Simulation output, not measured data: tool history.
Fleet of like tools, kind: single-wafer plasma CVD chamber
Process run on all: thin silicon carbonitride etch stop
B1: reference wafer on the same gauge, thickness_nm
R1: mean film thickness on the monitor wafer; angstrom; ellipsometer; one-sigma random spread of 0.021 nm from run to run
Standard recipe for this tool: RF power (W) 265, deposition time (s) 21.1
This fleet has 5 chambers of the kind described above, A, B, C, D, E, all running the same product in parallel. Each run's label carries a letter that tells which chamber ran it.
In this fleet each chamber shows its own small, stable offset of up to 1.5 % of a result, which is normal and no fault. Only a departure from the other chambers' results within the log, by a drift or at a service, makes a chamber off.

Run 1E, hour 4.4: usual settings; B1 11.7. Result: R1 129.8 angstrom.
Run 2C, hour 8.6: usual settings; B1 11.697. Result: R1 130.69 angstrom.
Run 3A, hour 13.6: usual settings; B1 11.691. Result: R1 129.19 angstrom.
Run 4D, hour 17.2: usual settings; B1 11.691. Result: R1 130.92 angstrom.
Run 5B, hour 22.5: usual settings; B1 11.686. Result: R1 130.54 angstrom.
Run 6B, hour 26.2: usual settings; B1 11.684. Result: R1 130.41 angstrom.
Run 7C, hour 29: usual settings; B1 11.682. Result: R1 130.81 angstrom.
Run 8A, hour 32.8: usual settings; B1 11.686. Result: R1 128.76 angstrom.
Run 9E, hour 37.8: usual settings; B1 11.679. Result: R1 130.03 angstrom.
Run 10D, hour 41.2: usual settings but RF power (W) 315; B1 11.676. Result: R1 137.65 angstrom.
Run 11C, hour 44.3: usual settings but RF power (W) 315; B1 11.681. Result: R1 137.39 angstrom.
At hour 45.5: chamber A: RF generator calibrated.
Run 12E, hour 48.9: usual settings but RF power (W) 315; B1 11.678. Result: R1 136.5 angstrom.
Run 13A, hour 53.3: usual settings but RF power (W) 315; B1 11.672. Result: R1 135.93 angstrom.
Run 14B, hour 57.1: usual settings but RF power (W) 315; B1 11.677. Result: R1 137.34 angstrom.
Run 15D, hour 62.1: usual settings; B1 11.67. Result: R1 130.65 angstrom.
Run 16A, hour 66.3: usual settings; B1 11.664. Result: R1 128.97 angstrom.
Run 17D, hour 71.1: usual settings; B1 11.669. Result: R1 130.4 angstrom.
Run 18E, hour 74.6: usual settings; B1 11.666. Result: R1 129.73 angstrom.
Run 19C, hour 78.6: usual settings; B1 11.664. Result: R1 130.29 angstrom.
Run 20B, hour 83.7: usual settings; B1 11.656. Result: R1 130.22 angstrom.
Run 21C, hour 89.1: usual settings; B1 11.65. Result: R1 129.76 angstrom.
Run 22E, hour 92.5: usual settings; B1 11.654. Result: R1 129.25 angstrom.
Run 23A, hour 98: usual settings; B1 11.653. Result: R1 128.58 angstrom.
Run 24B, hour 100.7: usual settings; B1 11.649. Result: R1 129.71 angstrom.
Run 25D, hour 103.6: usual settings; B1 11.646. Result: R1 130.43 angstrom.
Run 26E, hour 106.6: usual settings; B1 11.646. Result: R1 129.16 angstrom.
Run 27D, hour 109.8: usual settings; B1 11.646. Result: R1 130.4 angstrom.
Run 28C, hour 112.8: usual settings; B1 11.642. Result: R1 130.11 angstrom.
Run 29A, hour 118.3: usual settings; B1 11.64. Result: R1 128.25 angstrom.
Run 30B, hour 121.1: usual settings; B1 11.637. Result: R1 129.96 angstrom.
Run 31C, hour 124.3: usual settings; B1 11.635. Result: R1 129.64 angstrom.
Run 32E, hour 129.7: usual settings; B1 11.64. Result: R1 129.06 angstrom.
Run 33B, hour 134.5: usual settings; B1 11.631. Result: R1 130.05 angstrom.
Run 34A, hour 139: usual settings; B1 11.629. Result: R1 128.55 angstrom.
Run 35D, hour 142.1: usual settings; B1 11.628. Result: R1 130.51 angstrom.
Run 36A, hour 144.7: usual settings; B1 11.626. Result: R1 128.26 angstrom.
Run 37D, hour 149.7: usual settings; B1 11.622. Result: R1 130.41 angstrom.
Run 38E, hour 152.6: usual settings; B1 11.624. Result: R1 129.12 angstrom.

Which is it: a chamber that has drifted or been left off by a service, a gauge drift common to all chambers, or only each chamber's usual small offset? If a chamber is off, name it and its likeliest cause.

The shared gauge is drifting. All chambers look as if they move in step, but none is off.
Most likely cause: gauge reads low (%) = 0.667.
